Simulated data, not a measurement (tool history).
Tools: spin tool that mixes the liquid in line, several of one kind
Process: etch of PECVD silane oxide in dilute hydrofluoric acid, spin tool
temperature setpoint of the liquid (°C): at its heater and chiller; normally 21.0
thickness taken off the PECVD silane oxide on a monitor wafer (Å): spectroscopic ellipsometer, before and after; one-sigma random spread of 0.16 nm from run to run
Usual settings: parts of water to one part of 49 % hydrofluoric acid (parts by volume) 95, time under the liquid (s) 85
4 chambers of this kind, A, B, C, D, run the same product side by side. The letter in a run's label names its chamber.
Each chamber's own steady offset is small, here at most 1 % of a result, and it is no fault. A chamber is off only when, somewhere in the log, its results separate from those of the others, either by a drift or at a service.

run   hour  temperature setpoint of the liquid (°C)  parts of water to one part of 49 % hydrofluoric acid (parts by volume)  time under the liquid (s)  hours since the thermometer was replaced  hours since the hydrofluoric acid flow meter was replaced  read-back film thickness of the PECVD silane oxide reference wafer, read on the same gauge (nm)  thickness taken off the PECVD silane oxide on a monitor wafer (Å)
 1A    5.0                                     21.0                                                                      95                         85                                     170.8                                                     1557.5                                                                                           70.015                                                             176.48
 2D   13.5                                     21.0                                                                      95                         85                                      15.9                                                      147.5                                                                                           69.980                                                             175.55
 3C   22.3                                     21.0                                                                      95                         85                                      86.5                                                      779.8                                                                                           70.012                                                             173.93
 4B   31.0                                     21.0                                                                      95                         85                                     838.0                                                     1530.8                                                                                           70.001                                                             176.26
 5A   39.2                                     21.0                                                                      95                         85                                     205.0                                                     1591.7                                                                                           70.011                                                             177.34
 6D   47.1                                     21.0                                                                      65                        110                                      49.5                                                      181.1                                                                                           69.999                                                             339.09
 7C   52.7                                     21.0                                                                      65                        110                                     116.9                                                      810.2                                                                                           70.002                                                             338.87
 8B   60.0                                     21.0                                                                      65                        110                                     867.0                                                     1559.8                                                                                           70.009                                                             339.77
 9A   64.9                                     21.0                                                                      65                        110                                     230.7                                                     1617.4                                                                                           69.986                                                             348.64
10D   72.4                                     21.0                                                                      95                         85                                      74.8                                                      206.4                                                                                           70.017                                                             174.25
11B   77.3                                     21.0                                                                      95                         85                                     884.3                                                     1577.1                                                                                           70.017                                                             172.93
12C   82.6                                     21.0                                                                      95                         85                                     146.8                                                      840.1                                                                                           69.981                                                             176.31
13A   87.0                                     21.0                                                                      95                         85                                     252.8                                                     1639.5                                                                                           70.010                                                             174.77
14B   93.2                                     25.5                                                                      75                         85                                     900.2                                                     1593.0                                                                                           70.001                                                             269.92
15C  100.7                                     25.5                                                                      75                         85                                     164.9                                                      858.2                                                                                           70.001                                                             272.09
16D  107.5                                     25.5                                                                      75                         85                                     109.9                                                      241.5                                                                                           69.985                                                             273.66
17C  112.5                                     25.5                                                                      75                         85                                     176.7                                                      870.0                                                                                           69.995                                                             277.25
18B  119.7                                     21.0                                                                      95                         85                                     926.7                                                     1619.5                                                                                           70.005                                                             174.48
19A  127.2                                     21.0                                                                      95                         85                                     293.0                                                     1679.7                                                                                           69.999                                                             175.46
20D  132.8                                     25.0                                                                      70                         85                                     135.2                                                      266.8                                                                                           69.990                                                             284.84
21B  137.5                                     25.0                                                                      70                         85                                     944.5                                                     1637.3                                                                                           70.006                                                             283.94
22D  142.3                                     25.0                                                                      70                         85                                     144.7                                                      276.3                                                                                           69.989                                                             288.80
23A  148.7                                     25.0                                                                      70                         85                                     314.5                                                     1701.2                                                                                           69.995                                                             290.25
24C  154.8                                     21.0                                                                      95                         85                                     219.0                                                      912.3                                                                                           69.990                                                             177.25
25D  159.0                                     21.0                                                                      95                         85                                     161.4                                                      293.0                                                                                           70.011                                                             176.57
26B  165.3                                     21.0                                                                      95                         85                                     972.3                                                     1665.1                                                                                           69.992                                                             173.78
27C  171.2                                     21.0                                                                      95                         85                                     235.4                                                      928.7                                                                                           69.989                                                             175.85
28A  177.5                                     21.0                                                                      95                         85                                     343.3                                                     1730.0                                                                                           69.995                                                             177.05
29B  183.6                                     21.0                                                                      60                         85                                     990.6                                                     1683.4                                                                                           69.994                                                             289.66
30A  191.8                                     21.0                                                                      60                         85                                     357.6                                                     1744.3                                                                                           70.014                                                             291.28
31C  199.2                                     21.0                                                                      60                         85                                     263.4                                                      956.7                                                                                           70.000                                                             287.98
32D  204.3                                     21.0                                                                      60                         85                                     206.7                                                      338.3                                                                                           70.010                                                             292.06
33D  208.3                                     21.0                                                                      95                         85                                     210.7                                                      342.3                                                                                           69.988                                                             175.00
34A  212.5                                     21.0                                                                      95                         85                                     378.3                                                     1765.0                                                                                           69.997                                                             177.27
35B  218.6                                     25.0                                                                     125                         85                                    1025.6                                                     1718.4                                                                                           70.004                                                             150.03
36C  226.9                                     25.0                                                                     125                         85                                     291.1                                                      984.4                                                                                           69.977                                                             151.23
     231.4  -- chamber B: thermometer replaced
37B  234.0                                     25.0                                                                     125                         85                                       2.6                                                     1733.8                                                                                           69.998                                                             150.44
38D  239.3                                     25.0                                                                     125                         85                                     241.7                                                      373.3                                                                                           70.000                                                             152.05
39A  247.4                                     21.0                                                                      95                         85                                     413.2                                                     1799.9                                                                                           69.997                                                             176.81
40C  254.3                                     21.0                                                                      95                         85                                     318.5                                                     1011.8                                                                                           70.000                                                             174.46
41D  258.9                                     21.0                                                                      95                         85                                     261.3                                                      392.9                                                                                           69.996                                                             175.10
42A  265.5                                     21.0                                                                      95                         85                                     431.3                                                     1818.0                                                                                           69.965                                                             177.65
43C  272.0                                     21.0                                                                      95                         85                                     336.2                                                     1029.5                                                                                           70.001                                                             174.03

Next, all 4 chambers run the settings below, one line each with question marks for the results. What does each chamber give?
44A  278.3                                     21.0                                                                      95                         85                                                                                                                                                                                                                                                                        ?
44B  278.3                                     21.0                                                                      95                         85                                                                                                                                                                                                                                                                        ?
44C  278.3                                     21.0                                                                      95                         85                                                                                                                                                                                                                                                                        ?
44D  278.3                                     21.0                                                                      95                         85                                                                                                                                                                                                                                                                        ?

run  thickness taken off the PECVD silane oxide on a monitor wafer (Å)
44A                                                             176.14
44B                                                             176.54
44C                                                             174.04
44D                                                             173.79
